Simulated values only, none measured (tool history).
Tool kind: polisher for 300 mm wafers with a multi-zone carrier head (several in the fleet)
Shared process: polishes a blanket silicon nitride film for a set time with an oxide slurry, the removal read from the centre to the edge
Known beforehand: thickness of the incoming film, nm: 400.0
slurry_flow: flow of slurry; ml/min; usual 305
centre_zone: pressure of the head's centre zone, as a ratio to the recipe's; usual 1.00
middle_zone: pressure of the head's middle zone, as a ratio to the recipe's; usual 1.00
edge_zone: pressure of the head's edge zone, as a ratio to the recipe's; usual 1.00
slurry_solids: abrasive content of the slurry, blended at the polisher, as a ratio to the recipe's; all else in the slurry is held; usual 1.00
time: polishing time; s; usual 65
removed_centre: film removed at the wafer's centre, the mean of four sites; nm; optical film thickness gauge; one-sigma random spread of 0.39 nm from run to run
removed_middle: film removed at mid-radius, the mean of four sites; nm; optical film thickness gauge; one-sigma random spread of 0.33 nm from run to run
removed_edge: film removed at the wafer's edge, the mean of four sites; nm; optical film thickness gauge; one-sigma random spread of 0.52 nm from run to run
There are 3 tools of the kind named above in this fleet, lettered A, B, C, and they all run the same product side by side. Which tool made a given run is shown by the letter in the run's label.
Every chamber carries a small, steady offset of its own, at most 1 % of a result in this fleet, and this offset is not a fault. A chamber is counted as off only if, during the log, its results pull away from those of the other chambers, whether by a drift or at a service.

run     day  slurry_flow  centre_zone  middle_zone  edge_zone  slurry_solids  time  wafers polished on this pad  hours since the slurry nozzle was cleaned  hours since the centre zone pressure was calibrated  hours since the edge zone pressure was calibrated  removed_centre  removed_middle  removed_edge
      0.438  -- chamber B: worn pad replaced by a new one
      0.512  -- chamber C: worn pad replaced by a new one
 1C   0.550          305         1.00         1.00       1.00           1.00    65                            8                                      291.2                                                785.1                                              328.3          44.225          44.728        42.935
 2B   0.812          305         1.00         1.00       1.00           1.00    65                           85                                      544.3                                                355.3                                              165.9          43.651          43.569        43.614
 3A   1.400          305         1.00         1.00       1.00           1.00    65                          593                                      102.0                                                281.8                                             1222.7          43.762          44.382        44.211
 4C   1.742          305         1.00         1.00       1.00           1.00    65                          279                                      319.8                                                813.7                                              356.9          43.895          44.483        44.654
 5A   2.000          305         1.00         1.00       1.00           1.00    65                          729                                      116.4                                                296.2                                             1237.1          44.687          44.153        43.989
 6B   2.312          305         1.00         1.00       1.00           1.00    65                          425                                      580.3                                                391.3                                              201.9          43.795          43.729        44.445
 7A   2.767          305         1.00         1.00       1.00           1.00    65                          903                                      134.8                                                314.6                                             1255.5          44.852          44.151        43.921
      2.821  -- chamber A: worn pad replaced by a new one
      3.075  -- chamber B: slurry nozzle cleaned
 8B   3.112          305         1.00         1.00       1.00           1.00    65                          607                                        0.9                                                410.5                                              221.1          43.472          44.116        43.738
 9C   3.579          305         1.00         1.00       1.00           1.00    65                          696                                      363.9                                                857.8                                              401.0          43.802          43.989        44.172
      3.833  -- chamber A: edge zone pressure recalibrated
10A   3.967          305         1.00         1.00       1.00           1.00    65                          260                                      163.6                                                343.4                                                3.2          44.260          44.073        44.038
      4.212  -- chamber C: worn pad replaced by a new one
11B   4.375          305         0.90         1.05       1.00           1.00    65                          894                                       31.2                                                440.8                                              251.4          38.662          45.488        43.922
12C   4.900          305         0.90         1.05       1.00           1.00    65                          156                                      395.6                                                889.5                                              432.7          39.129          46.016        43.373
      5.133  -- chamber C: edge zone pressure recalibrated
13B   5.271          305         0.90         1.05       1.00           1.00    65                         1097                                       52.7                                                462.3                                              272.9          39.191          45.888        43.859
14A   5.533          305         1.00         1.00       1.00           1.00    65                          616                                      201.2                                                381.0                                               40.8          43.783          43.704        44.187
15C   6.054          305         1.00         1.00       1.00           1.00    65                          418                                      423.3                                                917.2                                               22.1          43.642          43.753        44.069
      6.129  -- chamber A: worn pad replaced by a new one
16C   6.558          305         1.00         1.00       1.00           1.00    65                          532                                      435.4                                                929.3                                               34.2          44.331          43.988        43.110
17B   6.896          305         1.00         1.00       1.00           1.00    65                         1466                                       91.7                                                501.3                                              311.9          43.861          43.867        44.228
      7.438  -- chamber B: worn pad replaced by a new one
18A   7.442          305         1.00         1.00       1.00           1.00    65                          298                                      247.0                                                426.8                                               86.6          44.147          43.461        43.540
      7.917  -- chamber C: worn pad replaced by a new one
19A   7.988          305         1.00         1.00       1.00           1.00    65                          422                                      260.1                                                439.9                                               99.7          44.492          44.146        43.335
      8.012  -- chamber B: centre zone pressure recalibrated
20C   8.512          305         1.00         1.00       1.00           1.00    65                          136                                      482.3                                                976.2                                               81.1          44.187          44.210        43.968
21B   9.083          305         1.00         1.00       1.00           1.00    65                          374                                      144.2                                                 25.8                                              364.4          46.471          43.364        44.058
22A   9.646          305         1.00         1.00       1.00           1.00    65                          798                                      299.9                                                479.7                                              139.5          43.750          44.591        44.248
      9.833  -- chamber B: edge zone pressure recalibrated
      9.850  -- chamber A: worn pad replaced by a new one
23C  10.217          305         1.00         1.00       1.00           1.00    65                          523                                      523.2                                               1017.1                                              122.0          44.622          43.746        43.173
24B  10.717          305         1.00         1.00       1.00           1.00    65                          745                                      183.4                                                 65.0                                               21.2          46.140          43.581        43.062
25A  11.083          305         1.00         1.00       1.00           1.00    65                          280                                      334.4                                                514.2                                              174.0          43.297          44.070        43.994
26B  11.538          305         1.00         1.00       1.00           1.00    65                          931                                      203.1                                                 84.7                                               40.9          46.254          44.412        43.158
27C  11.896          305         1.00         1.00       1.00           1.00    65                          904                                      563.5                                               1057.4                                              162.3          43.839          44.322        43.997
     11.929  -- chamber C: worn pad replaced by a new one
     11.950  -- chamber C: slurry nozzle cleaned
28B  12.371          305         1.00         1.00       1.00           1.00    65                         1121                                      223.1                                                104.7                                               60.9          45.958          43.306        43.918
29A  12.875          305         0.91         1.00       1.00           1.00    84                          687                                      377.4                                                557.2                                              217.0          51.536          56.294        56.289
30C  13.188          305         0.91         1.00       1.00           1.00    84                          286                                       29.8                                               1088.4                                              193.3          52.018          56.768        55.697
     13.350  -- chamber A: worn pad replaced by a new one
31B  13.746          305         0.91         1.00       1.00           1.00    84                         1433                                      256.1                                                137.7                                               93.9          53.960          57.384        57.389
32A  14.017          305         1.00         1.00       0.93           1.00    65                          151                                      404.8                                                584.6                                              244.4          44.339          44.168        43.078
33C  14.275          305         1.00         1.00       0.93           1.00    65                          533                                       55.9                                               1114.5                                              219.4          44.104          44.259        41.692
     14.638  -- chamber B: worn pad replaced by a new one
34A  14.696          305         1.00         1.00       0.93           1.00    65                          305                                      421.1                                                600.9                                              260.7          45.153          44.227        42.339
35C  15.079          305         1.00         1.00       1.00           1.00    65                          715                                       75.2                                               1133.8                                              238.7          44.021          44.151        43.221
36B  15.408          305         1.00         1.00       1.00           1.00    65                          175                                      296.0                                                177.6                                              133.8          45.534          43.581        43.867
     15.704  -- chamber C: worn pad replaced by a new one
37C  15.754          305         1.00         1.00       1.00           1.00    65                           11                                       91.4                                               1150.0                                              254.9          45.155          43.878        42.870
38A  16.196          305         1.00         1.00       1.00           1.00    65                          646                                      457.1                                                636.9                                              296.7          44.638          43.323        44.354
39B  16.762          305         1.00         1.00       1.00           1.00    65                          482                                      328.5                                                210.1                                              166.3          46.748          43.530        44.578
     17.212  -- chamber A: worn pad replaced by a new one
40B  17.262          305         1.00         1.00       1.00           1.00    65                          596                                      340.5                                                222.1                                              178.3          46.399          43.637        44.345
41A  17.783          305         1.00         1.00       1.00           1.00    65                          129                                      495.2                                                675.0                                              334.8          44.739          44.167        43.784
42C  18.079          305         1.00         1.00       1.00           1.00    65                          539                                      147.2                                               1205.8                                              310.7          43.746          44.340        43.308
43C  18.621          305         1.00         1.00       1.00           1.25    65                          662                                      160.2                                               1218.8                                              323.7          48.664          48.452        48.599

Decide between three cases: one chamber stands off from its peers, the gauge reading all wafers drifts, or nothing is wrong past each chamber's small offset. Where a chamber is off, say which and what most likely put it there.

A service left chamber B off against the others.
Likeliest cause: centre zone's pressure above its setpoint, % = 5.44.

Here are 4 candidates for chamber B's next run, each the usual settings with a change, their results left as question marks. Which one brings its results back in line with what the others give on the usual settings?
A result is in line if it is within this distance of the other chambers' mean on the usual settings: removed_centre 1.400 nm; removed_middle 1.100 nm; removed_edge 1.800 nm
44B-1  19.050          300         0.92         1.05       1.01           1.00    64                                                                                                                                                                                               ?               ?             ?
44B-2  19.050          310         1.08         0.95       0.99           1.00    67                                                                                                                                                                                               ?               ?             ?
44B-3  19.050          305         1.04         0.98       1.00           1.00    66                                                                                                                                                                                               ?               ?             ?
44B-4  19.050          305         0.96         1.02       1.00           1.00    64                                                                                                                                                                                               ?               ?             ?

The other chambers' mean on the usual settings: removed_centre 44.186 nm; removed_middle 44.021 nm; removed_edge 43.820 nm
  run  removed_centre  removed_middle  removed_edge
44B-1          41.443          44.680        43.882
44B-2          51.707          42.824        45.630
44B-3          48.843          43.326        45.115
44B-4          43.464          43.580        43.723
44B-4 is the one that brings the chamber's results back in line with the other chambers.
